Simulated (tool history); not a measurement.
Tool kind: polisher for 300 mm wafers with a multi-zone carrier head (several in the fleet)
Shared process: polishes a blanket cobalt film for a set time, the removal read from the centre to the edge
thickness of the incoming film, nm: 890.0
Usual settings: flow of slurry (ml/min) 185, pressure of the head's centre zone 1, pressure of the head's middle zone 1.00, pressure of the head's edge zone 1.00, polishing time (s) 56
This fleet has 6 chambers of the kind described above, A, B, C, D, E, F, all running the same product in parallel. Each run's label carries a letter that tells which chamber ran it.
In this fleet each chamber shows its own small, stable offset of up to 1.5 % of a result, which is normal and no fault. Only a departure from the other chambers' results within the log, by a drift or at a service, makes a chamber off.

run	day	flow of slurry (ml/min)	pressure of the head's centre zone	pressure of the head's middle zone	pressure of the head's edge zone	polishing time (s)	wafers polished on this pad	hours since the slurry nozzle was cleaned	hours since the centre zone pressure was calibrated	hours since the edge zone pressure was calibrated	film removed at the wafer's centre (angstrom)	film removed at mid-radius (angstrom)	film removed at the wafer's edge (angstrom)
# day 0.058: chamber A: centre zone pressure recalibrated
1E	0.129	185	1	1.00	1.00	56	723	627.7	843.1	282.9	1673.7	1696.8	1671.3
# day 0.208: chamber C: worn pad replaced by a new one
2C	0.283	185	1	1.00	1.00	56	25	228.1	358.8	674.3	1682.0	1697.3	1705.6
# day 0.338: chamber B: worn pad replaced by a new one
3A	0.446	185	1	1.00	1.00	56	398	283.9	9.4	389.2	1736.2	1702.9	1749.7
# day 0.450: chamber F: worn pad replaced by a new one
4D	0.529	185	1	1.00	1.00	56	709	548.6	625.9	297.5	1730.9	1734.2	1681.1
5F	0.617	185	1	1.00	1.00	56	57	314.2	333.1	470.9	1764.9	1679.1	1746.5
6B	0.708	185	1	1.00	1.00	56	127	432.3	217.2	507.6	1644.9	1706.5	1682.2
# day 0.733: chamber D: worn pad replaced by a new one
7C	0.812	185	1	1.00	1.00	56	207	240.8	371.5	687.0	1685.1	1689.7	1700.5
8A	0.950	185	1	1.00	1.00	56	571	296.0	21.5	401.3	1692.7	1702.5	1702.3
# day 0.996: chamber A: worn pad replaced by a new one
9B	1.058	185	1	1.00	1.00	56	248	440.7	225.6	516.0	1749.9	1721.2	1723.0
10E	1.204	185	1	1.00	1.00	56	1092	653.5	868.9	308.7	1723.7	1701.9	1714.6
11F	1.367	185	1	0.92	1.00	56	314	332.2	351.1	488.9	1662.8	1586.0	1694.5
12D	1.508	185	1	0.92	1.00	56	266	572.1	649.4	321.0	1748.9	1565.7	1696.1
# day 1.612: chamber E: worn pad replaced by a new one
13C	1.612	185	1	0.92	1.00	56	482	260.0	390.7	706.2	1706.7	1599.5	1696.7
# day 1.675: chamber A: edge zone pressure recalibrated
14D	1.725	185	1	0.92	1.00	56	340	577.3	654.6	326.2	1759.9	1560.7	1655.9
# day 1.775: chamber D: centre zone pressure recalibrated
# day 1.829: chamber F: worn pad replaced by a new one
15B	1.896	185	1	0.92	1.00	56	535	460.8	245.7	536.1	1705.4	1605.2	1725.8
# day 2.038: chamber B: worn pad replaced by a new one
16E	2.050	185	1	0.92	1.00	56	151	673.8	889.2	329.0	1717.6	1542.0	1704.0
17F	2.200	185	1	1.00	1.00	56	127	352.2	371.1	508.9	1734.2	1667.2	1698.7
18A	2.279	185	1	1.00	1.00	56	441	327.9	53.4	14.5	1655.1	1600.5	1657.3
19D	2.412	185	1	1.00	1.00	56	577	593.8	15.4	342.7	1723.1	1692.2	1651.7
20B	2.583	185	1	1.00	1.00	56	188	477.3	262.2	552.6	1752.4	1686.1	1701.1
21A	2.725	185	1	1.00	0.96	56	594	338.6	64.1	25.2	1627.6	1653.2	1625.5
# day 2.762: chamber F: slurry nozzle cleaned
22E	2.842	185	1	1.00	0.96	56	423	692.8	908.2	348.0	1749.0	1689.1	1633.1
23F	2.962	185	1	1.00	0.96	56	389	4.8	389.4	527.2	1730.1	1689.4	1647.8
# day 3.004: chamber A: worn pad replaced by a new one
24C	3.096	185	1	1.00	0.96	56	991	295.6	426.3	741.8	1669.0	1687.3	1642.4
25F	3.175	185	1	1.00	0.96	56	462	9.9	394.5	532.3	1713.4	1719.3	1666.0
26C	3.258	185	1	1.00	0.96	56	1047	299.5	430.2	745.7	1705.6	1723.6	1643.2
# day 3.362: chamber D: worn pad replaced by a new one
27B	3.425	225	1	1.05	1.00	56	477	497.5	282.4	572.8	1817.3	1860.5	1723.2
# day 3.500: chamber F: worn pad replaced by a new one
28A	3.583	225	1	1.05	1.00	56	200	359.2	84.7	45.8	1700.3	1738.5	1719.6
# day 3.654: chamber E: edge zone pressure recalibrated
29D	3.708	225	1	1.05	1.00	56	119	624.9	46.5	373.8	1740.3	1816.0	1712.8
# day 3.783: chamber B: worn pad replaced by a new one
30E	3.796	225	1	1.05	1.00	56	751	715.7	931.1	3.5	1766.5	1846.2	1735.1
31A	3.967	225	1	1.05	1.00	56	331	368.4	93.9	55.0	1642.1	1746.5	1673.4
# day 3.975: chamber C: worn pad replaced by a new one
32D	4.096	225	1	1.05	1.00	56	252	634.2	55.8	383.1	1750.8	1858.8	1678.3
33F	4.192	185	1	1.00	1.00	56	237	34.3	418.9	556.7	1685.7	1687.7	1764.7
34C	4.338	185	1	1.00	1.00	44	124	325.4	456.1	771.6	1349.2	1319.7	1334.6
35B	4.467	185	1	1.00	1.00	44	235	522.5	307.4	597.8	1349.2	1326.0	1306.2
36E	4.575	185	1	1.00	1.00	44	1018	734.4	949.8	22.2	1355.0	1372.6	1325.3
37F	4.704	185	1	1.00	1.00	44	413	46.6	431.2	569.0	1303.9	1308.5	1350.7
38C	4.825	185	1	1.00	1.00	44	292	337.1	467.8	783.3	1279.9	1311.6	1301.4
39A	4.938	185	1	1.00	1.00	44	665	391.7	117.2	78.3	1195.6	1217.0	1249.2

Is one chamber off against the others, does the gauge drift, or is nothing wrong? If a chamber is off, say which, and what the likeliest cause is.

One chamber, A, drifts off from the rest bit by bit.
Likeliest cause: slurry flow missing at the pad, % = 40.4.

Below are 4 candidate recipes for chamber A's next run, each the usual settings with a change, their results shown as question marks. Which of them brings A's results back in line with what the other chambers give on the usual settings?
In-line tolerance around the mean of the other chambers on the usual settings: film removed at the wafer's centre (angstrom) 90.0; film removed at mid-radius (angstrom) 77.0; film removed at the wafer's edge (angstrom) 80.0
40A-1	5.067	160	0.94	0.93	1.06	49					?	?	?
40A-2	5.067	210	1.06	1.07	0.94	64					?	?	?
40A-3	5.067	195	1.03	1.03	0.97	60					?	?	?
40A-4	5.067	175	0.97	0.97	1.03	52					?	?	?

The other chambers' mean on the usual settings: film removed at the wafer's centre (angstrom) 1708.3; film removed at mid-radius (angstrom) 1701.8; film removed at the wafer's edge (angstrom) 1689.4
run	film removed at the wafer's centre (angstrom)	film removed at mid-radius (angstrom)	film removed at the wafer's edge (angstrom)
40A-1	1196.6	1199.8	1386.0
40A-2	1930.0	1907.5	1781.3
40A-3	1719.5	1697.8	1677.3
40A-4	1352.7	1355.9	1472.6
40A-3 brings the chamber back in line.
